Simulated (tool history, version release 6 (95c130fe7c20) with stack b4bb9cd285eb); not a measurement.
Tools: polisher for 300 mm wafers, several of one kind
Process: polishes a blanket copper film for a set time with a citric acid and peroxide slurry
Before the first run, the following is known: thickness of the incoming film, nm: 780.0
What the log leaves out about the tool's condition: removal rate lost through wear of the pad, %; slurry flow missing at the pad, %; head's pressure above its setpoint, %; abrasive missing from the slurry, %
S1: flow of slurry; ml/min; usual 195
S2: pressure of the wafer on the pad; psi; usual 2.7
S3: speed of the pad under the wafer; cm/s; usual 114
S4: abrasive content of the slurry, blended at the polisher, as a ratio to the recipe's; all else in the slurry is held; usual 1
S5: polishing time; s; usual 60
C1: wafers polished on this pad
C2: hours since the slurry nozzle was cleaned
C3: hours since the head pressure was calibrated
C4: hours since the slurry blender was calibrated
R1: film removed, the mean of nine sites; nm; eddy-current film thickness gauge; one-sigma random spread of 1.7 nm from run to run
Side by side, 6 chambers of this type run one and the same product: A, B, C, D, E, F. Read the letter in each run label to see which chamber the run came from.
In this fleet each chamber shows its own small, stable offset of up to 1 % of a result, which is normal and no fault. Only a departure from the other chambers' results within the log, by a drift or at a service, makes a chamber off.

| run | hour | S1 | S2 | S3 | S4 | S5 | C1 | C2 | C3 | C4 | R1 |
|---|---|---|---|---|---|---|---|---|---|---|---|
| 1D | 6.7 | 195 | 2.7 | 114 | 1 | 60 | 828 | 402.2 | 98.8 | 228.1 | 136.11 |
|  | 7.5 | chamber B: worn pad replaced by a new one |
|  | 8.4 | chamber D: slurry blender recalibrated |
|  | 12.9 | chamber E: worn pad replaced by a new one |
| 2E | 16.9 | 195 | 2.7 | 114 | 1 | 60 | 52 | 295.8 | 433.7 | 245.9 | 132.89 |
|  | 20.9 | chamber C: worn pad replaced by a new one |
| 3A | 27.3 | 195 | 2.7 | 114 | 1 | 60 | 887 | 403.8 | 671.2 | 193.5 | 133.71 |
|  | 31 | chamber A: worn pad replaced by a new one |
| 4C | 36 | 195 | 2.7 | 114 | 1 | 60 | 197 | 161 | 443.8 | 50.3 | 132.03 |
|  | 42.1 | chamber F: worn pad replaced by a new one |
| 5B | 44.1 | 195 | 2.7 | 114 | 1 | 80 | 477 | 99 | 663.1 | 134.1 | 176.73 |
|  | 46.4 | chamber D: worn pad replaced by a new one |
| 6F | 49.5 | 195 | 2.7 | 114 | 1 | 80 | 96 | 346.9 | 325.1 | 167.1 | 175.14 |
| 7A | 55.4 | 195 | 2.7 | 114 | 1 | 80 | 318 | 431.9 | 699.3 | 221.6 | 179.02 |
| 8C | 60.7 | 195 | 2.7 | 114 | 1 | 80 | 518 | 185.7 | 468.5 | 75 | 174.9 |
| 9F | 70.8 | 195 | 2.7 | 114 | 1 | 80 | 374 | 368.2 | 346.4 | 188.4 | 175.76 |
| 10B | 76 | 195 | 2.7 | 114 | 1 | 80 | 893 | 130.9 | 695 | 166 | 175.59 |
| 11D | 81.5 | 195 | 2.7 | 114 | 1 | 60 | 458 | 477 | 173.6 | 73.1 | 136.44 |
|  | 82.6 | chamber E: worn pad replaced by a new one |
|  | 85.3 | chamber B: worn pad replaced by a new one |
|  | 86.6 | chamber C: worn pad replaced by a new one |
|  | 87.2 | chamber A: slurry blender recalibrated |
| 12E | 90 | 195 | 2.7 | 114 | 1 | 60 | 97 | 368.9 | 506.8 | 319 | 130.03 |
|  | 95.4 | chamber B: head pressure recalibrated |
| 13D | 98 | 195 | 2.7 | 114 | 1 | 60 | 673 | 493.5 | 190.1 | 89.6 | 135.59 |
|  | 103.2 | chamber A: worn pad replaced by a new one |
|  | 107.6 | chamber C: slurry blender recalibrated |
| 14A | 109.4 | 195 | 2.7 | 114 | 1 | 60 | 81 | 485.9 | 753.3 | 22.2 | 135.2 |
| 15B | 120.6 | 195 | 2.7 | 114 | 1 | 60 | 460 | 175.5 | 25.3 | 210.6 | 131.48 |
| 16F | 127.5 | 195 | 2.7 | 114 | 1 | 60 | 1112 | 424.9 | 403.1 | 245.1 | 131.28 |
| 17E | 138.3 | 195 | 2.7 | 114 | 1 | 60 | 726 | 417.2 | 555.1 | 367.3 | 133.52 |
|  | 139.5 | chamber F: worn pad replaced by a new one |
| 18C | 148.1 | 195 | 2.7 | 114 | 1.2 | 60 | 802 | 273.1 | 555.9 | 40.5 | 137.85 |
|  | 154.2 | chamber E: worn pad replaced by a new one |
| 19B | 157.8 | 195 | 2.7 | 114 | 1.2 | 60 | 945 | 212.7 | 62.5 | 247.8 | 139.49 |
|  | 158.2 | chamber C: worn pad replaced by a new one |
|  | 159.8 | chamber D: worn pad replaced by a new one |
|  | 161 | chamber B: worn pad replaced by a new one |
| 20C | 169.5 | 195 | 2.7 | 114 | 1.2 | 60 | 147 | 294.5 | 577.3 | 61.9 | 140.44 |
|  | 175.5 | chamber F: head pressure recalibrated |
| 21A | 175.7 | 195 | 2.7 | 114 | 1.2 | 60 | 945 | 552.2 | 819.6 | 88.5 | 134.18 |
|  | 179.1 | chamber A: worn pad replaced by a new one |
| 22F | 184.4 | 195 | 2.7 | 114 | 1.2 | 60 | 586 | 481.8 | 8.9 | 302 | 138.1 |
| 23D | 193 | 195 | 2.7 | 114 | 1.2 | 60 | 433 | 588.5 | 285.1 | 184.6 | 145.2 |
| 24E | 204.4 | 195 | 2.7 | 114 | 1 | 60 | 654 | 483.3 | 621.2 | 433.4 | 127.99 |
|  | 210 | chamber A: slurry nozzle cleaned |
| 25F | 212.5 | 195 | 2.7 | 114 | 1 | 60 | 952 | 509.9 | 37 | 330.1 | 132.1 |
|  | 217.7 | chamber E: worn pad replaced by a new one |
| 26A | 218 | 195 | 2.7 | 114 | 1 | 60 | 507 | 8.1 | 861.9 | 130.8 | 132.18 |
| 27E | 225.3 | 195 | 2.7 | 114 | 1 | 60 | 99 | 504.2 | 642.1 | 454.3 | 129.84 |
|  | 225.4 | chamber C: worn pad replaced by a new one |
|  | 229.4 | chamber C: slurry blender recalibrated |
|  | 230.4 | chamber F: slurry nozzle cleaned |
|  | 233.5 | chamber F: worn pad replaced by a new one |
|  | 234.4 | chamber D: slurry blender recalibrated |
| 28B | 236.4 | 250 | 2.7 | 114 | 1.3 | 60 | 982 | 291.3 | 141.1 | 326.4 | 146.42 |
|  | 239.3 | chamber E: slurry blender recalibrated |
| 29D | 245.1 | 250 | 2.7 | 114 | 1.3 | 60 | 1112 | 640.6 | 337.2 | 10.8 | 154.56 |
| 30C | 252.6 | 250 | 2.7 | 114 | 1.3 | 60 | 354 | 377.6 | 660.4 | 23.3 | 142.67 |
|  | 258.5 | chamber B: slurry blender recalibrated |
| 31D | 259.6 | 250 | 2.7 | 114 | 1.3 | 60 | 1301 | 655.1 | 351.7 | 25.3 | 158.74 |
|  | 262.7 | chamber B: worn pad replaced by a new one |
| 32A | 266 | 250 | 2.7 | 114 | 1.3 | 60 | 1133 | 56.1 | 909.9 | 178.8 | 143.66 |
|  | 266.9 | chamber F: slurry blender recalibrated |
|  | 267.8 | chamber A: worn pad replaced by a new one |
| 33F | 273.4 | 250 | 2.7 | 114 | 1.3 | 60 | 520 | 43 | 97.9 | 6.6 | 145.44 |
|  | 274.4 | chamber D: worn pad replaced by a new one |
|  | 276.4 | chamber E: worn pad replaced by a new one |
| 34B | 279.4 | 165 | 2.7 | 114 | 1 | 41 | 218 | 334.3 | 184.1 | 20.9 | 88.487 |
| 35C | 287.5 | 165 | 2.7 | 114 | 1 | 41 | 809 | 412.5 | 695.3 | 58.2 | 86.62 |
|  | 291.3 | chamber C: worn pad replaced by a new one |
| 36E | 298.8 | 165 | 2.7 | 114 | 1 | 41 | 292 | 577.7 | 715.6 | 59.5 | 86.938 |
| 37C | 306.3 | 165 | 2.7 | 114 | 1 | 41 | 196 | 431.3 | 714.1 | 77 | 88.418 |
|  | 316.1 | chamber B: slurry nozzle cleaned |
| 38D | 316.6 | 165 | 2.7 | 114 | 1 | 41 | 550 | 712.1 | 408.7 | 82.3 | 97.299 |
| 39B | 325.6 | 165 | 2.7 | 114 | 1 | 41 | 820 | 9.5 | 230.3 | 67.1 | 88.475 |
| 40A | 335.4 | 195 | 2.7 | 114 | 1 | 60 | 881 | 125.5 | 979.3 | 248.2 | 127.1 |

Predict what each chamber gives when all 6 of them run the settings below next.
| 41A | 343.8 | 195 | 2.7 | 114 | 1 | 60 |  |  |  |  | ? |
| 41B | 343.8 | 195 | 2.7 | 114 | 1 | 60 |  |  |  |  | ? |
| 41C | 343.8 | 195 | 2.7 | 114 | 1 | 60 |  |  |  |  | ? |
| 41D | 343.8 | 195 | 2.7 | 114 | 1 | 60 |  |  |  |  | ? |
| 41E | 343.8 | 195 | 2.7 | 114 | 1 | 60 |  |  |  |  | ? |
| 41F | 343.8 | 195 | 2.7 | 114 | 1 | 60 |  |  |  |  | ? |

| run | R1 |
|---|---|
| 41A | 133.26 |
| 41B | 131.32 |
| 41C | 131.68 |
| 41D | 145.46 |
| 41E | 132.19 |
| 41F | 131.85 |
